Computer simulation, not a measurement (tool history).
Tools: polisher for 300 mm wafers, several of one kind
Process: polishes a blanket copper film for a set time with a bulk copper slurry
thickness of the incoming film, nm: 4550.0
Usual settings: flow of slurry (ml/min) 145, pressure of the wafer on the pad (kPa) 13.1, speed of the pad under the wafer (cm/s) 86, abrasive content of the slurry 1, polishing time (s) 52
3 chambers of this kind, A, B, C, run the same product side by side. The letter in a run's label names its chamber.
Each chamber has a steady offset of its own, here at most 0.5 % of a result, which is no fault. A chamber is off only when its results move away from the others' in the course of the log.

run,hour,flow of slurry (ml/min),pressure of the wafer on the pad (kPa),speed of the pad under the wafer (cm/s),abrasive content of the slurry,polishing time (s),film removed (nm)
1A,11.2,145,13.1,86,1,52,256.75
2C,22.5,145,13.1,86,1,52,258.31
# hour 24.1: chamber A: worn pad replaced by a new one
3B,31.2,145,13.1,86,1,52,255.38
4A,39.6,145,13.1,86,1,52,251.65
# hour 43.6: chamber C: worn pad replaced by a new one
5C,47.6,145,13.1,86,1,52,255.24
# hour 57.5: chamber A: slurry blender recalibrated
6B,57.7,145,13.1,86,1,52,254.6
# hour 61.3: chamber C: slurry blender recalibrated
# hour 62.9: chamber B: worn pad replaced by a new one
7C,67.2,145,13.1,86,1,52,256.35
# hour 78.2: chamber C: head pressure recalibrated
# hour 78.8: chamber A: worn pad replaced by a new one
8B,80.8,145,13.1,86,1,52,252
9A,93.9,145,13.1,86,1,52,252.34
10A,103.3,145,13.1,86,1,52,251.66
# hour 103.5: chamber C: worn pad replaced by a new one
11C,112.6,145,13.1,86,1,52,257.94
# hour 123.8: chamber A: worn pad replaced by a new one
12B,124.5,145,13.1,86,1,52,252.48
# hour 132.6: chamber B: worn pad replaced by a new one
13A,138.5,145,13.1,86,1,52,254.58
14C,150,145,13.1,86,1,52,252.32
15B,162.2,145,13.1,86,1,52,248.76
# hour 166.5: chamber A: worn pad replaced by a new one
16B,174.4,145,13.1,86,1,52,253.17
# hour 177.2: chamber C: worn pad replaced by a new one
# hour 183.7: chamber C: slurry nozzle cleaned
17C,187.9,145,13.1,86,1,52,253.1
# hour 195.7: chamber B: worn pad replaced by a new one
18A,201,145,13.1,86,1,52,253.5
# hour 206.5: chamber A: slurry blender recalibrated
19A,207.4,145,13.1,86,1,52,258.9
20B,220.3,110,13.1,74,1,52,204.79
21C,227.1,110,13.1,74,1,52,204.58
# hour 234.4: chamber C: worn pad replaced by a new one
22C,239.1,110,13.1,74,1,52,208.6

Next, every chamber runs the same settings. What will each give?
23A,249.1,145,13.1,60,1,52,?
23B,249.1,145,13.1,60,1,52,?
23C,249.1,145,13.1,60,1,52,?

run,film removed (nm)
23A,180.05
23B,178.47
23C,175.33
